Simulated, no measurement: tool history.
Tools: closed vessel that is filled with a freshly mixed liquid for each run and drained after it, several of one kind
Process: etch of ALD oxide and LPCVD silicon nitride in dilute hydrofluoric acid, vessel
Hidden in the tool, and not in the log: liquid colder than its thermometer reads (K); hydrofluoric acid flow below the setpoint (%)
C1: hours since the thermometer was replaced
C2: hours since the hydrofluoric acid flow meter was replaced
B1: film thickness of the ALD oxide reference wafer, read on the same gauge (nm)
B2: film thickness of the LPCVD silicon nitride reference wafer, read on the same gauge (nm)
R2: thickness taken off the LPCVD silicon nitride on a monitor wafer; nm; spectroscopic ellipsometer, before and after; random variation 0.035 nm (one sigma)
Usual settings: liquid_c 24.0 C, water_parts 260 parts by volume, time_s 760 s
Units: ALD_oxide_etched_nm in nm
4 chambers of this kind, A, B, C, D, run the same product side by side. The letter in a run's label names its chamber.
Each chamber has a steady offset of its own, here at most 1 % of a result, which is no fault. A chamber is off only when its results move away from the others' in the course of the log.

run 1A hour=5.0 | liquid_c=24.0 water_parts=260 time_s=760 | C1=78.5 C2=870.2 | B1=140.01 B2=90.013 | ALD_oxide_etched_nm=49.760 R2=1.4639
run 2D hour=9.0 | liquid_c=24.0 water_parts=260 time_s=760 | C1=715.3 C2=212.1 | B1=140.01 B2=89.997 | ALD_oxide_etched_nm=50.558 R2=1.4850
run 3B hour=15.3 | liquid_c=24.0 water_parts=260 time_s=760 | C1=1978.9 C2=789.9 | B1=139.99 B2=90.010 | ALD_oxide_etched_nm=50.173 R2=1.5134
run 4C hour=19.1 | liquid_c=24.0 water_parts=260 time_s=760 | C1=1896.4 C2=337.5 | B1=139.99 B2=90.005 | ALD_oxide_etched_nm=49.967 R2=1.4820
run 5B hour=22.3 | liquid_c=24.0 water_parts=205 time_s=760 | C1=1985.9 C2=796.9 | B1=140.01 B2=90.025 | ALD_oxide_etched_nm=66.591 R2=1.9908
run 6C hour=27.0 | liquid_c=24.0 water_parts=205 time_s=760 | C1=1904.3 C2=345.4 | B1=140.01 B2=89.997 | ALD_oxide_etched_nm=66.626 R2=1.9029
run 7A hour=32.9 | liquid_c=24.0 water_parts=205 time_s=760 | C1=106.4 C2=898.1 | B1=140.02 B2=90.019 | ALD_oxide_etched_nm=67.305 R2=1.9239
run 8D hour=37.0 | liquid_c=24.0 water_parts=205 time_s=760 | C1=743.3 C2=240.1 | B1=139.99 B2=89.998 | ALD_oxide_etched_nm=68.212 R2=1.8610
run 9D hour=40.8 | liquid_c=24.0 water_parts=260 time_s=760 | C1=747.1 C2=243.9 | B1=139.99 B2=89.990 | ALD_oxide_etched_nm=50.088 R2=1.5042
run 10A hour=46.6 | liquid_c=24.0 water_parts=260 time_s=760 | C1=120.1 C2=911.8 | B1=140.01 B2=90.002 | ALD_oxide_etched_nm=49.289 R2=1.5274
run 11C hour=51.4 | liquid_c=24.0 water_parts=260 time_s=760 | C1=1928.7 C2=369.8 | B1=139.99 B2=90.004 | ALD_oxide_etched_nm=49.534 R2=1.5009
run 12B hour=57.0 | liquid_c=24.0 water_parts=260 time_s=760 | C1=2020.6 C2=831.6 | B1=140.02 B2=89.990 | ALD_oxide_etched_nm=49.036 R2=1.4706
run 13C hour=61.4 | liquid_c=24.0 water_parts=260 time_s=760 | C1=1938.7 C2=379.8 | B1=140.02 B2=90.005 | ALD_oxide_etched_nm=49.790 R2=1.5480
run 14A hour=65.9 | liquid_c=24.0 water_parts=260 time_s=760 | C1=139.4 C2=931.1 | B1=139.97 B2=89.982 | ALD_oxide_etched_nm=49.518 R2=1.4214
run 15D hour=69.1 | liquid_c=24.0 water_parts=260 time_s=760 | C1=775.4 C2=272.2 | B1=140.02 B2=89.983 | ALD_oxide_etched_nm=49.674 R2=1.5267
run 16B hour=74.2 | liquid_c=24.0 water_parts=260 time_s=760 | C1=2037.8 C2=848.8 | B1=140.01 B2=90.015 | ALD_oxide_etched_nm=48.457 R2=1.4680
run 17B hour=76.9 | liquid_c=24.0 water_parts=260 time_s=760 | C1=2040.5 C2=851.5 | B1=140.01 B2=89.980 | ALD_oxide_etched_nm=48.709 R2=1.4751
run 18C hour=83.1 | liquid_c=24.0 water_parts=260 time_s=760 | C1=1960.4 C2=401.5 | B1=140.02 B2=90.019 | ALD_oxide_etched_nm=49.296 R2=1.5227
run 19A hour=87.9 | liquid_c=24.0 water_parts=260 time_s=760 | C1=161.4 C2=953.1 | B1=140.00 B2=90.011 | ALD_oxide_etched_nm=49.681 R2=1.3875
run 20D hour=93.9 | liquid_c=24.0 water_parts=260 time_s=760 | C1=800.2 C2=297.0 | B1=140.00 B2=89.954 | ALD_oxide_etched_nm=50.382 R2=1.4915
run 21C hour=98.9 | liquid_c=24.0 water_parts=260 time_s=1155 | C1=1976.2 C2=417.3 | B1=140.00 B2=89.990 | ALD_oxide_etched_nm=75.891 R2=2.2447
run 22B hour=103.9 | liquid_c=24.0 water_parts=260 time_s=1155 | C1=2067.5 C2=878.5 | B1=140.00 B2=89.997 | ALD_oxide_etched_nm=71.738 R2=2.2122
run 23A hour=106.8 | liquid_c=24.0 water_parts=260 time_s=1155 | C1=180.3 C2=972.0 | B1=140.00 B2=89.998 | ALD_oxide_etched_nm=74.602 R2=2.2790
run 24D hour=112.4 | liquid_c=24.0 water_parts=260 time_s=1155 | C1=818.7 C2=315.5 | B1=140.01 B2=89.954 | ALD_oxide_etched_nm=75.967 R2=2.2648
run 25C hour=117.5 | liquid_c=24.0 water_parts=260 time_s=760 | C1=1994.8 C2=435.9 | B1=140.01 B2=89.991 | ALD_oxide_etched_nm=49.354 R2=1.4927
-- hour=118.2 chamber A: hydrofluoric acid flow meter replaced
run 26A hour=123.7 | liquid_c=20.5 water_parts=260 time_s=760 | C1=197.2 C2=5.5 | B1=140.01 B2=89.998 | ALD_oxide_etched_nm=43.176 R2=1.2072
run 27B hour=126.7 | liquid_c=20.5 water_parts=260 time_s=760 | C1=2090.3 C2=901.3 | B1=140.01 B2=90.013 | ALD_oxide_etched_nm=41.585 R2=1.1870
run 28D hour=129.5 | liquid_c=20.5 water_parts=260 time_s=760 | C1=835.8 C2=332.6 | B1=140.02 B2=89.985 | ALD_oxide_etched_nm=44.076 R2=1.1632
run 29D hour=132.7 | liquid_c=20.5 water_parts=260 time_s=760 | C1=839.0 C2=335.8 | B1=140.01 B2=90.002 | ALD_oxide_etched_nm=43.871 R2=1.2109
run 30B hour=138.4 | liquid_c=24.0 water_parts=260 time_s=760 | C1=2102.0 C2=913.0 | B1=139.99 B2=89.940 | ALD_oxide_etched_nm=46.601 R2=1.3944
run 31C hour=144.1 | liquid_c=24.0 water_parts=260 time_s=760 | C1=2021.4 C2=462.5 | B1=139.98 B2=89.999 | ALD_oxide_etched_nm=49.382 R2=1.4974
run 32A hour=147.4 | liquid_c=24.0 water_parts=260 time_s=760 | C1=220.9 C2=29.2 | B1=139.98 B2=89.978 | ALD_oxide_etched_nm=49.240 R2=1.4245
-- hour=151.6 chamber B: thermometer replaced
run 33D hour=153.5 | liquid_c=24.0 water_parts=260 time_s=760 | C1=859.8 C2=356.6 | B1=140.01 B2=89.969 | ALD_oxide_etched_nm=50.373 R2=1.4735
run 34A hour=156.9 | liquid_c=24.0 water_parts=260 time_s=760 | C1=230.4 C2=38.7 | B1=139.99 B2=89.973 | ALD_oxide_etched_nm=49.952 R2=1.4463
-- hour=157.5 chamber C: hydrofluoric acid flow meter replaced
run 35B hour=160.1 | liquid_c=24.0 water_parts=260 time_s=760 | C1=8.6 C2=934.7 | B1=140.00 B2=89.988 | ALD_oxide_etched_nm=45.599 R2=1.4007
run 36C hour=163.8 | liquid_c=24.0 water_parts=260 time_s=760 | C1=2041.1 C2=6.3 | B1=140.01 B2=89.990 | ALD_oxide_etched_nm=49.780 R2=1.5171
run 37C hour=170.0 | liquid_c=24.0 water_parts=260 time_s=760 | C1=2047.3 C2=12.5 | B1=140.02 B2=90.018 | ALD_oxide_etched_nm=49.556 R2=1.5191
run 38A hour=174.3 | liquid_c=24.0 water_parts=260 time_s=760 | C1=247.8 C2=56.1 | B1=140.01 B2=89.992 | ALD_oxide_etched_nm=49.015 R2=1.4918
run 39B hour=180.2 | liquid_c=24.0 water_parts=260 time_s=760 | C1=28.7 C2=954.8 | B1=140.02 B2=90.021 | ALD_oxide_etched_nm=45.124 R2=1.3815

All 4 chambers run these settings next. Forecast each chamber's results:
run 40A hour=184.6 | liquid_c=24.0 water_parts=260 time_s=760 | ALD_oxide_etched_nm=? R2=?
run 40B hour=184.6 | liquid_c=24.0 water_parts=260 time_s=760 | ALD_oxide_etched_nm=? R2=?
run 40C hour=184.6 | liquid_c=24.0 water_parts=260 time_s=760 | ALD_oxide_etched_nm=? R2=?
run 40D hour=184.6 | liquid_c=24.0 water_parts=260 time_s=760 | ALD_oxide_etched_nm=? R2=?

run=40A ALD_oxide_etched_nm=49.667 R2=1.4273
run=40B ALD_oxide_etched_nm=44.852 R2=1.4076
run=40C ALD_oxide_etched_nm=49.384 R2=1.5275
run=40D ALD_oxide_etched_nm=49.486 R2=1.4936

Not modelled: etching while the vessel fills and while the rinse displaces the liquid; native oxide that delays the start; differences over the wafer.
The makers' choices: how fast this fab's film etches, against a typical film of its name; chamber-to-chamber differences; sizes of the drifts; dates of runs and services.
